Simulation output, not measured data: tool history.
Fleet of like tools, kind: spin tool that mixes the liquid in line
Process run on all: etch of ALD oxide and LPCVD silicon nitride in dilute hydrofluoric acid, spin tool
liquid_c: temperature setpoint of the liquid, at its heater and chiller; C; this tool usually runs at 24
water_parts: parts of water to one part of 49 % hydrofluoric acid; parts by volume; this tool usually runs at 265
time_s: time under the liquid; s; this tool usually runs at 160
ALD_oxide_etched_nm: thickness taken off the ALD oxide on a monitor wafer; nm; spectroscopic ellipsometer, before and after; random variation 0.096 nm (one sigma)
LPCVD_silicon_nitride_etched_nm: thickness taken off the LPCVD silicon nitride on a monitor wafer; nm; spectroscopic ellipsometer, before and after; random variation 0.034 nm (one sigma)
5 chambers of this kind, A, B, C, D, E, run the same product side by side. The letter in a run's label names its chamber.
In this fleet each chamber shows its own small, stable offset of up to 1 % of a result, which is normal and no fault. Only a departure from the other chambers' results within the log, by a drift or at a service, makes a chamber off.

run	hour	liquid_c	water_parts	time_s	read-back film thickness of the ALD oxide reference wafer, read on the same gauge (nm)	read-back film thickness of the LPCVD silicon nitride reference wafer, read on the same gauge (nm)	ALD_oxide_etched_nm	LPCVD_silicon_nitride_etched_nm
1D	10.5	24	265	160	59.988	29.975	11.265	0.30405
2E	18.8	24	265	160	60.005	30.032	11.181	0.36596
3C	28.6	24	265	160	59.998	29.987	11.486	0.35588
4A	35.2	24	265	160	60.022	30	11.579	0.32789
5B	48.3	24	265	160	60.025	29.977	11.567	0.30578
6A	57.9	24	265	160	60.021	29.998	11.366	0.24061
7D	64.4	24	265	160	59.979	29.983	11.431	0.31523
8E	72.8	24	265	160	59.975	30.046	11.482	0.34582
9C	79.8	24	265	160	60.022	30.02	11.339	0.30889
10B	89	24	265	160	59.994	29.982	11.541	0.327
11E	101.9	21.5	265	80	59.982	30.035	5.2087	0.14042
12B	114.6	21.5	265	80	59.985	30.034	5.2446	0.16312
13D	127.8	21.5	265	80	60.019	29.967	5.221	0.15422
14A	138.7	21.5	265	80	60.001	29.998	5.2191	0.14397
15C	148.1	21.5	265	80	60	30.028	5.345	0.17527
16C	160.3	24	265	160	59.985	30.019	11.748	0.35166
17A	172.2	24	265	160	59.993	30	11.266	0.32174
18B	185.1	24	265	160	60.015	30.03	11.563	0.39223
19D	193.9	24	265	160	60.023	30.023	11.229	0.32185
20E	204.2	24	265	160	59.973	30.038	11.503	0.33623
# hour 212.2: chamber A: hydrofluoric acid flow meter replaced
21A	215.4	24	265	160	60.019	29.996	11.348	0.3022
22C	228.6	24	265	160	59.985	29.98	12.043	0.34551
23B	239.5	24	265	160	60.005	30.009	11.612	0.39939
24E	248.8	24	265	160	60.002	29.983	11.349	0.3359
25D	255.2	24	265	160	60.019	30.025	11.327	0.31326
26B	264.3	24	265	160	60.013	29.979	11.534	0.33946
27C	272.7	24	265	160	59.997	30.008	12.147	0.38021
28E	280.9	24	265	160	60.015	29.989	11.48	0.36883
29D	291.9	24	265	160	60.005	30.001	11.253	0.36458
30A	297.8	24	265	160	59.987	30.012	11.363	0.3353
31B	308.2	24	265	160	60	29.992	11.47	0.29519
32E	320.2	24	265	160	59.986	29.979	11.316	0.24463
33A	328.4	24	265	160	60.004	29.983	11.275	0.35378
34D	339.4	24	265	160	59.989	30.009	11.314	0.32134
35C	347.5	24	265	160	59.99	29.988	12.428	0.33568
36B	360.1	24	265	160	59.974	30.003	11.532	0.30372
37E	371.2	24	265	160	60.003	30.005	11.331	0.37439
38A	381.8	24	145	190	60.001	29.974	28.195	0.77841
39C	392	24	145	190	60.021	30.03	30.591	0.69648

Each of the 5 chambers runs these same settings next. Fill in every chamber's results:
40A	401.6	24	355	160			?	?
40B	401.6	24	355	160			?	?
40C	401.6	24	355	160			?	?
40D	401.6	24	355	160			?	?
40E	401.6	24	355	160			?	?

run	ALD_oxide_etched_nm	LPCVD_silicon_nitride_etched_nm
40A	7.7616	0.25674
40B	7.8625	0.23858
40C	8.7971	0.28147
40D	7.8327	0.21444
40E	7.7909	0.27063
